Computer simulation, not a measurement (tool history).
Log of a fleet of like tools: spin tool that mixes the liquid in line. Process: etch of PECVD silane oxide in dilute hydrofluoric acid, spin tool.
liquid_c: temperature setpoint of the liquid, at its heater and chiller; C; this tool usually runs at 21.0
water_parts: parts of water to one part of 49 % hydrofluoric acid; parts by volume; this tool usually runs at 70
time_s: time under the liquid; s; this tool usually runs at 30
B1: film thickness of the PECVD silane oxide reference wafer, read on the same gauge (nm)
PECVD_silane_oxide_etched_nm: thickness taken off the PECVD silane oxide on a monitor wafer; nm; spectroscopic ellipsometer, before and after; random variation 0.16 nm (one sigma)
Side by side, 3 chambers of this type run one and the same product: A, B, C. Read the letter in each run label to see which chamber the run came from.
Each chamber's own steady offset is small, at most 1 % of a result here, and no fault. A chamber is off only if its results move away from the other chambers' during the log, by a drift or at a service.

run 1B hour=12.7 | liquid_c=21.0 water_parts=70 time_s=30 | B1=30.014 | PECVD_silane_oxide_etched_nm=19.768
run 2A hour=22.9 | liquid_c=21.0 water_parts=70 time_s=30 | B1=30.007 | PECVD_silane_oxide_etched_nm=19.811
run 3C hour=33.5 | liquid_c=21.0 water_parts=70 time_s=30 | B1=29.999 | PECVD_silane_oxide_etched_nm=19.340
run 4B hour=46.3 | liquid_c=21.0 water_parts=70 time_s=30 | B1=30.022 | PECVD_silane_oxide_etched_nm=19.831
run 5A hour=53.7 | liquid_c=21.0 water_parts=70 time_s=30 | B1=30.021 | PECVD_silane_oxide_etched_nm=19.695
run 6C hour=65.2 | liquid_c=21.0 water_parts=70 time_s=30 | B1=30.013 | PECVD_silane_oxide_etched_nm=19.398
run 7B hour=77.4 | liquid_c=21.0 water_parts=70 time_s=30 | B1=30.002 | PECVD_silane_oxide_etched_nm=19.674
run 8A hour=91.1 | liquid_c=21.0 water_parts=70 time_s=30 | B1=29.992 | PECVD_silane_oxide_etched_nm=19.676
run 9C hour=102.2 | liquid_c=21.0 water_parts=70 time_s=30 | B1=30.030 | PECVD_silane_oxide_etched_nm=19.493
run 10A hour=112.5 | liquid_c=21.0 water_parts=70 time_s=30 | B1=29.999 | PECVD_silane_oxide_etched_nm=19.969
-- hour=113.5 chamber B: hydrofluoric acid flow meter replaced
run 11C hour=122.2 | liquid_c=21.0 water_parts=70 time_s=30 | B1=30.001 | PECVD_silane_oxide_etched_nm=19.648
run 12B hour=135.8 | liquid_c=21.0 water_parts=70 time_s=30 | B1=30.020 | PECVD_silane_oxide_etched_nm=19.597
run 13C hour=150.1 | liquid_c=21.0 water_parts=90 time_s=40 | B1=30.001 | PECVD_silane_oxide_etched_nm=19.737
run 14A hour=156.4 | liquid_c=21.0 water_parts=90 time_s=40 | B1=29.983 | PECVD_silane_oxide_etched_nm=20.055
run 15B hour=166.7 | liquid_c=21.0 water_parts=90 time_s=40 | B1=29.996 | PECVD_silane_oxide_etched_nm=20.057
-- hour=171.1 chamber A: hydrofluoric acid flow meter replaced
run 16C hour=176.5 | liquid_c=21.0 water_parts=70 time_s=30 | B1=30.029 | PECVD_silane_oxide_etched_nm=19.484
run 17A hour=184.3 | liquid_c=21.0 water_parts=55 time_s=40 | B1=30.029 | PECVD_silane_oxide_etched_nm=34.215
run 18B hour=191.5 | liquid_c=21.0 water_parts=55 time_s=40 | B1=29.996 | PECVD_silane_oxide_etched_nm=33.879
run 19A hour=198.3 | liquid_c=21.0 water_parts=55 time_s=40 | B1=29.980 | PECVD_silane_oxide_etched_nm=33.930
run 20C hour=205.6 | liquid_c=21.0 water_parts=70 time_s=20 | B1=30.004 | PECVD_silane_oxide_etched_nm=13.000
run 21B hour=218.2 | liquid_c=21.0 water_parts=70 time_s=20 | B1=29.993 | PECVD_silane_oxide_etched_nm=13.077
run 22A hour=227.4 | liquid_c=21.0 water_parts=70 time_s=20 | B1=30.003 | PECVD_silane_oxide_etched_nm=13.105
run 23B hour=241.0 | liquid_c=21.0 water_parts=70 time_s=30 | B1=30.022 | PECVD_silane_oxide_etched_nm=19.733
run 24C hour=247.5 | liquid_c=21.0 water_parts=70 time_s=30 | B1=30.019 | PECVD_silane_oxide_etched_nm=19.454
run 25C hour=257.5 | liquid_c=21.0 water_parts=100 time_s=30 | B1=29.978 | PECVD_silane_oxide_etched_nm=13.219
run 26B hour=271.4 | liquid_c=21.0 water_parts=100 time_s=30 | B1=29.963 | PECVD_silane_oxide_etched_nm=13.113
run 27A hour=281.4 | liquid_c=21.0 water_parts=100 time_s=30 | B1=30.008 | PECVD_silane_oxide_etched_nm=13.341
run 28B hour=295.3 | liquid_c=21.0 water_parts=70 time_s=30 | B1=29.992 | PECVD_silane_oxide_etched_nm=19.850
run 29C hour=302.5 | liquid_c=21.0 water_parts=55 time_s=40 | B1=29.998 | PECVD_silane_oxide_etched_nm=33.950
run 30A hour=313.4 | liquid_c=21.0 water_parts=55 time_s=40 | B1=29.999 | PECVD_silane_oxide_etched_nm=33.473
run 31A hour=326.6 | liquid_c=21.0 water_parts=55 time_s=40 | B1=30.014 | PECVD_silane_oxide_etched_nm=34.071
run 32B hour=333.8 | liquid_c=21.0 water_parts=70 time_s=30 | B1=29.958 | PECVD_silane_oxide_etched_nm=19.873
run 33C hour=340.4 | liquid_c=21.0 water_parts=70 time_s=30 | B1=29.959 | PECVD_silane_oxide_etched_nm=19.669
run 34C hour=351.4 | liquid_c=21.0 water_parts=70 time_s=30 | B1=30.026 | PECVD_silane_oxide_etched_nm=19.348
run 35B hour=362.4 | liquid_c=21.0 water_parts=70 time_s=30 | B1=30.005 | PECVD_silane_oxide_etched_nm=19.637
run 36A hour=369.9 | liquid_c=21.0 water_parts=70 time_s=30 | B1=29.981 | PECVD_silane_oxide_etched_nm=19.976
run 37B hour=377.0 | liquid_c=24.5 water_parts=90 time_s=30 | B1=30.005 | PECVD_silane_oxide_etched_nm=17.043
run 38C hour=385.4 | liquid_c=24.5 water_parts=90 time_s=30 | B1=29.986 | PECVD_silane_oxide_etched_nm=17.094
run 39A hour=395.8 | liquid_c=24.5 water_parts=90 time_s=30 | B1=29.989 | PECVD_silane_oxide_etched_nm=17.302
run 40C hour=404.1 | liquid_c=21.0 water_parts=70 time_s=30 | B1=29.979 | PECVD_silane_oxide_etched_nm=19.616

All 3 chambers run these settings next. Forecast each chamber's results:
run 41A hour=414.4 | liquid_c=17.0 water_parts=70 time_s=30 | PECVD_silane_oxide_etched_nm=?
run 41B hour=414.4 | liquid_c=17.0 water_parts=70 time_s=30 | PECVD_silane_oxide_etched_nm=?
run 41C hour=414.4 | liquid_c=17.0 water_parts=70 time_s=30 | PECVD_silane_oxide_etched_nm=?

run=41A PECVD_silane_oxide_etched_nm=16.748
run=41B PECVD_silane_oxide_etched_nm=16.699
run=41C PECVD_silane_oxide_etched_nm=16.236

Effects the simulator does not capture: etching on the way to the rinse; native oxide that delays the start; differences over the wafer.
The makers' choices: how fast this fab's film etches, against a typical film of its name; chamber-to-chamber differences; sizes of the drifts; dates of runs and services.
